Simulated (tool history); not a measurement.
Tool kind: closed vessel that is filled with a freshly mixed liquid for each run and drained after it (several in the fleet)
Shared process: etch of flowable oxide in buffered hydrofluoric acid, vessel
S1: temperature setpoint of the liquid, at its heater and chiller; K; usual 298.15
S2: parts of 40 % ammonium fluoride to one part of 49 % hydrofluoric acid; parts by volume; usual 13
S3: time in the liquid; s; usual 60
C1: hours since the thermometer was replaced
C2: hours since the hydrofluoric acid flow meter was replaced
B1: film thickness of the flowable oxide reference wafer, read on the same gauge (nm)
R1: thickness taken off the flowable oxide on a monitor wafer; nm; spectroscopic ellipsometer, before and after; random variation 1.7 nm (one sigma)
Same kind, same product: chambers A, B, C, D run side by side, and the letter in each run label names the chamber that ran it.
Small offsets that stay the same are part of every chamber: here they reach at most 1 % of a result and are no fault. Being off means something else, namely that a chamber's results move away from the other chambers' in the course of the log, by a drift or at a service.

run 1A hour=10 | S1=298.15 S2=13 S3=60 | C1=1493.7 C2=751.2 | B1=140.01 | R1=181.97
run 2C hour=19.9 | S1=298.15 S2=13 S3=60 | C1=558.4 C2=1179.1 | B1=139.98 | R1=182.19
run 3D hour=32.1 | S1=298.15 S2=13 S3=60 | C1=273.5 C2=588.1 | B1=139.98 | R1=179.65
run 4B hour=43.2 | S1=298.15 S2=13 S3=60 | C1=1299.3 C2=1121.7 | B1=140.01 | R1=183.19
run 5D hour=51.7 | S1=293.65 S2=13 S3=60 | C1=293.1 C2=607.7 | B1=140.03 | R1=143.79
run 6A hour=58.9 | S1=293.65 S2=13 S3=60 | C1=1542.6 C2=800.1 | B1=139.99 | R1=141.4
run 7B hour=68.7 | S1=293.65 S2=13 S3=60 | C1=1324.8 C2=1147.2 | B1=140 | R1=141.66
run 8C hour=80.2 | S1=293.65 S2=13 S3=60 | C1=618.7 C2=1239.4 | B1=140.02 | R1=146.05
-- hour=81.2 chamber C: thermometer replaced
run 9B hour=92.4 | S1=298.15 S2=13 S3=60 | C1=1348.5 C2=1170.9 | B1=139.99 | R1=180.19
run 10D hour=97.8 | S1=298.15 S2=13 S3=60 | C1=339.2 C2=653.8 | B1=140.03 | R1=182.67
run 11A hour=107.7 | S1=298.15 S2=13 S3=60 | C1=1591.4 C2=848.9 | B1=140.03 | R1=181.13
run 12C hour=116.7 | S1=295.15 S2=13 S3=70 | C1=35.5 C2=1275.9 | B1=140.01 | R1=180.91
run 13C hour=127.7 | S1=295.15 S2=13 S3=70 | C1=46.5 C2=1286.9 | B1=139.97 | R1=180.74
run 14D hour=134 | S1=295.15 S2=13 S3=70 | C1=375.4 C2=690 | B1=140.03 | R1=179.75
run 15A hour=142 | S1=295.15 S2=13 S3=70 | C1=1625.7 C2=883.2 | B1=139.99 | R1=184.36
run 16B hour=148 | S1=298.15 S2=13 S3=60 | C1=1404.1 C2=1226.5 | B1=139.99 | R1=181.05
run 17D hour=156.8 | S1=298.15 S2=13 S3=60 | C1=398.2 C2=712.8 | B1=139.95 | R1=182.98
run 18A hour=166.5 | S1=298.15 S2=13 S3=60 | C1=1650.2 C2=907.7 | B1=140 | R1=185.64
run 19B hour=173.5 | S1=298.15 S2=13 S3=60 | C1=1429.6 C2=1252 | B1=139.97 | R1=183.93
run 20C hour=181.1 | S1=298.15 S2=13 S3=60 | C1=99.9 C2=1340.3 | B1=139.99 | R1=183.07
run 21D hour=187.2 | S1=298.15 S2=13 S3=60 | C1=428.6 C2=743.2 | B1=140.03 | R1=188.9
run 22A hour=199.3 | S1=298.15 S2=13 S3=60 | C1=1683 C2=940.5 | B1=140 | R1=181.87
run 23C hour=208.4 | S1=298.15 S2=13 S3=60 | C1=127.2 C2=1367.6 | B1=139.98 | R1=181.96
run 24B hour=217.3 | S1=298.15 S2=13 S3=60 | C1=1473.4 C2=1295.8 | B1=140.03 | R1=182.99
run 25C hour=227.6 | S1=298.15 S2=13 S3=60 | C1=146.4 C2=1386.8 | B1=140.04 | R1=182.56
run 26B hour=237.4 | S1=298.15 S2=13 S3=60 | C1=1493.5 C2=1315.9 | B1=140 | R1=186.19
run 27D hour=248.4 | S1=300.65 S2=13 S3=30 | C1=489.8 C2=804.4 | B1=139.99 | R1=112.41
-- hour=255.7 chamber C: hydrofluoric acid flow meter replaced
run 28A hour=257.6 | S1=300.65 S2=13 S3=30 | C1=1741.3 C2=998.8 | B1=139.99 | R1=103.09
run 29B hour=264.7 | S1=300.65 S2=13 S3=30 | C1=1520.8 C2=1343.2 | B1=139.99 | R1=105.4
run 30D hour=275.7 | S1=300.65 S2=13 S3=30 | C1=517.1 C2=831.7 | B1=140 | R1=111.51
run 31C hour=284.6 | S1=298.15 S2=13 S3=60 | C1=203.4 C2=28.9 | B1=140.01 | R1=184.94
run 32A hour=293.1 | S1=298.15 S2=13 S3=60 | C1=1776.8 C2=1034.3 | B1=139.97 | R1=186.52
run 33A hour=299.2 | S1=298.15 S2=13 S3=60 | C1=1782.9 C2=1040.4 | B1=139.98 | R1=185.01
run 34C hour=309.5 | S1=300.15 S2=13 S3=50 | C1=228.3 C2=53.8 | B1=139.97 | R1=172.17
run 35D hour=320.2 | S1=300.15 S2=13 S3=50 | C1=561.6 C2=876.2 | B1=140.01 | R1=185.54
run 36B hour=331.4 | S1=300.15 S2=13 S3=50 | C1=1587.5 C2=1409.9 | B1=139.97 | R1=171.64

One chamber off, gauge drift, or nothing amiss beyond the chambers' own small offsets? If it is a chamber, which one, and what is the likeliest cause?

Little by little, chamber D moves away from the other chambers.
Likeliest cause: liquid hotter than its thermometer reads (K) = 1.96.
From this log alone, it may not be told apart from: hydrofluoric acid flow above the setpoint (%).

Chamber D could run next with any of the 4 candidate recipes listed below; each alters the usual settings, and their results appear as question marks. Which one brings its results back in line with what the other chambers deliver on the usual settings?
Counts as in line when no further than this from what the other chambers average on the usual settings: R1 6.1 nm
run 37D-1 hour=340.3 | S1=298.15 S2=13 S3=55 | R1=?
run 37D-2 hour=340.3 | S1=298.65 S2=12 S3=60 | R1=?
run 37D-3 hour=340.3 | S1=298.65 S2=13 S3=60 | R1=?
run 37D-4 hour=340.3 | S1=298.15 S2=13.5 S3=60 | R1=?

What the other chambers average on the usual settings: R1 183.35 nm
run=37D-1 R1=185.37
run=37D-2 R1=224.33
run=37D-3 R1=207.7
run=37D-4 R1=195
37D-1 puts the chamber back in line with the other chambers.

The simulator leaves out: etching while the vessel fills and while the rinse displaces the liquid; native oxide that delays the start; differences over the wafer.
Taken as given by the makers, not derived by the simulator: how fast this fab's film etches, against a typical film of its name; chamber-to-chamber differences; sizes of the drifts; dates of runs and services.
